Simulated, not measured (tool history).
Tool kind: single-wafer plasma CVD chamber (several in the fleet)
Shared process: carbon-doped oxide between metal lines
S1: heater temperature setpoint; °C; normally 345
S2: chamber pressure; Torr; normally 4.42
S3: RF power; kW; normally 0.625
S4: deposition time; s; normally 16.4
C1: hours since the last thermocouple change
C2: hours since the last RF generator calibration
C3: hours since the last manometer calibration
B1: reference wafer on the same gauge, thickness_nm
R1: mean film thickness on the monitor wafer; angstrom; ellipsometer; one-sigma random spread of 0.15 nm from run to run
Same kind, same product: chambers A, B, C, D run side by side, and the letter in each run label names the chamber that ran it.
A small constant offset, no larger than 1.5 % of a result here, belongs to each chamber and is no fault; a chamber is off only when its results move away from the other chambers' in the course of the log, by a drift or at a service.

{"run": "1D", "hour": 8.8, "S1": 345, "S2": 4.42, "S3": 0.625, "S4": 16.4, "C1": 947.8, "C2": 1408.8, "C3": 294.3, "B1": 97.091, "R1": 973.01}
{"run": "2B", "hour": 15.9, "S1": 345, "S2": 4.42, "S3": 0.625, "S4": 16.4, "C1": 722.4, "C2": 859.1, "C3": 2173.2, "B1": 97.105, "R1": 958.56}
{"hour": 22.5, "done": "chamber C: capacitance manometer re-zeroed and calibrated"}
{"run": "3C", "hour": 26.7, "S1": 345, "S2": 4.42, "S3": 0.625, "S4": 16.4, "C1": 1953.6, "C2": 225.0, "C3": 4.2, "B1": 97.126, "R1": 977.93}
{"run": "4A", "hour": 32.9, "S1": 345, "S2": 4.42, "S3": 0.625, "S4": 16.4, "C1": 364.0, "C2": 2392.0, "C3": 965.3, "B1": 97.164, "R1": 965.03}
{"run": "5B", "hour": 42.3, "S1": 338, "S2": 4.42, "S3": 0.705, "S4": 16.4, "C1": 748.8, "C2": 885.5, "C3": 2199.6, "B1": 97.172, "R1": 1053.3}
{"run": "6A", "hour": 50.1, "S1": 338, "S2": 4.42, "S3": 0.705, "S4": 16.4, "C1": 381.2, "C2": 2409.2, "C3": 982.5, "B1": 97.167, "R1": 1058.6}
{"run": "7D", "hour": 57.4, "S1": 338, "S2": 4.42, "S3": 0.705, "S4": 16.4, "C1": 996.4, "C2": 1457.4, "C3": 342.9, "B1": 97.216, "R1": 1069.9}
{"run": "8C", "hour": 68.4, "S1": 338, "S2": 4.42, "S3": 0.705, "S4": 16.4, "C1": 1995.3, "C2": 266.7, "C3": 45.9, "B1": 97.193, "R1": 1077.2}
{"run": "9B", "hour": 78.0, "S1": 345, "S2": 4.42, "S3": 0.625, "S4": 16.4, "C1": 784.5, "C2": 921.2, "C3": 2235.3, "B1": 97.209, "R1": 957.84}
{"run": "10C", "hour": 87.0, "S1": 345, "S2": 4.42, "S3": 0.625, "S4": 16.4, "C1": 2013.9, "C2": 285.3, "C3": 64.5, "B1": 97.264, "R1": 980.93}
{"hour": 89.4, "done": "chamber A: RF generator calibrated"}
{"run": "11A", "hour": 94.7, "S1": 345, "S2": 4.42, "S3": 0.625, "S4": 16.4, "C1": 425.8, "C2": 5.4, "C3": 1027.1, "B1": 97.266, "R1": 964.95}
{"run": "12D", "hour": 102.5, "S1": 355, "S2": 4.42, "S3": 0.625, "S4": 16.4, "C1": 1041.5, "C2": 1502.5, "C3": 388.0, "B1": 97.29, "R1": 943.99}
{"run": "13A", "hour": 113.8, "S1": 355, "S2": 4.42, "S3": 0.625, "S4": 16.4, "C1": 444.9, "C2": 24.5, "C3": 1046.2, "B1": 97.308, "R1": 939.94}
{"run": "14C", "hour": 120.0, "S1": 355, "S2": 4.42, "S3": 0.625, "S4": 16.4, "C1": 2046.9, "C2": 318.3, "C3": 97.5, "B1": 97.309, "R1": 954.04}
{"run": "15B", "hour": 125.6, "S1": 355, "S2": 4.42, "S3": 0.625, "S4": 16.4, "C1": 832.1, "C2": 968.8, "C3": 2282.9, "B1": 97.292, "R1": 933.09}
{"run": "16D", "hour": 136.0, "S1": 345, "S2": 4.99, "S3": 0.625, "S4": 16.4, "C1": 1075.0, "C2": 1536.0, "C3": 421.5, "B1": 97.32, "R1": 990.38}
{"run": "17D", "hour": 145.8, "S1": 345, "S2": 4.99, "S3": 0.625, "S4": 16.4, "C1": 1084.8, "C2": 1545.8, "C3": 431.3, "B1": 97.354, "R1": 989.6}
{"run": "18C", "hour": 153.2, "S1": 345, "S2": 4.99, "S3": 0.625, "S4": 16.4, "C1": 2080.1, "C2": 351.5, "C3": 130.7, "B1": 97.343, "R1": 1001.8}
{"run": "19B", "hour": 162.9, "S1": 345, "S2": 4.99, "S3": 0.625, "S4": 16.4, "C1": 869.4, "C2": 1006.1, "C3": 2320.2, "B1": 97.403, "R1": 976.82}
{"run": "20A", "hour": 173.2, "S1": 345, "S2": 4.42, "S3": 0.625, "S4": 16.4, "C1": 504.3, "C2": 83.9, "C3": 1105.6, "B1": 97.395, "R1": 967.18}
{"run": "21B", "hour": 182.6, "S1": 345, "S2": 4.42, "S3": 0.625, "S4": 16.4, "C1": 889.1, "C2": 1025.8, "C3": 2339.9, "B1": 97.432, "R1": 960.83}
{"run": "22A", "hour": 188.7, "S1": 345, "S2": 4.42, "S3": 0.625, "S4": 16.4, "C1": 519.8, "C2": 99.4, "C3": 1121.1, "B1": 97.426, "R1": 966.03}
{"run": "23D", "hour": 196.6, "S1": 345, "S2": 4.42, "S3": 0.625, "S4": 16.4, "C1": 1135.6, "C2": 1596.6, "C3": 482.1, "B1": 97.425, "R1": 974.34}
{"run": "24C", "hour": 202.0, "S1": 345, "S2": 4.42, "S3": 0.625, "S4": 16.4, "C1": 2128.9, "C2": 400.3, "C3": 179.5, "B1": 97.431, "R1": 980.8}
{"run": "25D", "hour": 208.0, "S1": 345, "S2": 4.42, "S3": 0.625, "S4": 16.4, "C1": 1147.0, "C2": 1608.0, "C3": 493.5, "B1": 97.458, "R1": 972.1}
{"run": "26A", "hour": 215.4, "S1": 345, "S2": 4.42, "S3": 0.625, "S4": 14.5, "C1": 546.5, "C2": 126.1, "C3": 1147.8, "B1": 97.459, "R1": 853.64}
{"run": "27C", "hour": 226.4, "S1": 345, "S2": 4.42, "S3": 0.625, "S4": 14.5, "C1": 2153.3, "C2": 424.7, "C3": 203.9, "B1": 97.536, "R1": 872.27}
{"run": "28B", "hour": 235.5, "S1": 345, "S2": 4.42, "S3": 0.625, "S4": 14.5, "C1": 942.0, "C2": 1078.7, "C3": 2392.8, "B1": 97.533, "R1": 854.09}
{"run": "29C", "hour": 242.4, "S1": 345, "S2": 4.42, "S3": 0.625, "S4": 14.5, "C1": 2169.3, "C2": 440.7, "C3": 219.9, "B1": 97.544, "R1": 872.51}
{"run": "30B", "hour": 252.9, "S1": 345, "S2": 4.42, "S3": 0.625, "S4": 16.4, "C1": 959.4, "C2": 1096.1, "C3": 2410.2, "B1": 97.532, "R1": 961.61}
{"run": "31D", "hour": 259.1, "S1": 350, "S2": 4.42, "S3": 0.57, "S4": 16.4, "C1": 1198.1, "C2": 1659.1, "C3": 544.6, "B1": 97.564, "R1": 907.45}
{"hour": 260.5, "done": "chamber B: capacitance manometer re-zeroed and calibrated"}
{"run": "32A", "hour": 264.8, "S1": 350, "S2": 4.42, "S3": 0.57, "S4": 16.4, "C1": 595.9, "C2": 175.5, "C3": 1197.2, "B1": 97.548, "R1": 902.36}
{"run": "33B", "hour": 270.9, "S1": 350, "S2": 4.42, "S3": 0.57, "S4": 16.4, "C1": 977.4, "C2": 1114.1, "C3": 10.4, "B1": 97.566, "R1": 898.34}
{"run": "34D", "hour": 281.9, "S1": 350, "S2": 4.42, "S3": 0.57, "S4": 16.4, "C1": 1220.9, "C2": 1681.9, "C3": 567.4, "B1": 97.614, "R1": 907.93}
{"run": "35C", "hour": 288.1, "S1": 345, "S2": 4.42, "S3": 0.625, "S4": 16.4, "C1": 2215.0, "C2": 486.4, "C3": 265.6, "B1": 97.614, "R1": 985.06}
{"run": "36A", "hour": 294.2, "S1": 345, "S2": 4.42, "S3": 0.625, "S4": 16.4, "C1": 625.3, "C2": 204.9, "C3": 1226.6, "B1": 97.64, "R1": 967.71}
{"run": "37C", "hour": 301.5, "S1": 345, "S2": 4.42, "S3": 0.625, "S4": 16.4, "C1": 2228.4, "C2": 499.8, "C3": 279.0, "B1": 97.64, "R1": 986.28}
{"run": "38D", "hour": 309.8, "S1": 345, "S2": 4.42, "S3": 0.625, "S4": 16.4, "C1": 1248.8, "C2": 1709.8, "C3": 595.3, "B1": 97.652, "R1": 975.31}
{"run": "39A", "hour": 315.9, "S1": 345, "S2": 3.9, "S3": 0.625, "S4": 14.6, "C1": 647.0, "C2": 226.6, "C3": 1248.3, "B1": 97.708, "R1": 851.42}
{"run": "40B", "hour": 326.5, "S1": 345, "S2": 3.9, "S3": 0.625, "S4": 14.6, "C1": 1033.0, "C2": 1169.7, "C3": 66.0, "B1": 97.668, "R1": 846.22}

Next, every chamber runs the same settings. What will each give?
{"run": "41A", "hour": 334.7, "S1": 340, "S2": 4.42, "S3": 0.625, "S4": 16.4, "R1": "?"}
{"run": "41B", "hour": 334.7, "S1": 340, "S2": 4.42, "S3": 0.625, "S4": 16.4, "R1": "?"}
{"run": "41C", "hour": 334.7, "S1": 340, "S2": 4.42, "S3": 0.625, "S4": 16.4, "R1": "?"}
{"run": "41D", "hour": 334.7, "S1": 340, "S2": 4.42, "S3": 0.625, "S4": 16.4, "R1": "?"}

run=41A R1=984.89
run=41B R1=979.30
run=41C R1=1003.00
run=41D R1=992.29

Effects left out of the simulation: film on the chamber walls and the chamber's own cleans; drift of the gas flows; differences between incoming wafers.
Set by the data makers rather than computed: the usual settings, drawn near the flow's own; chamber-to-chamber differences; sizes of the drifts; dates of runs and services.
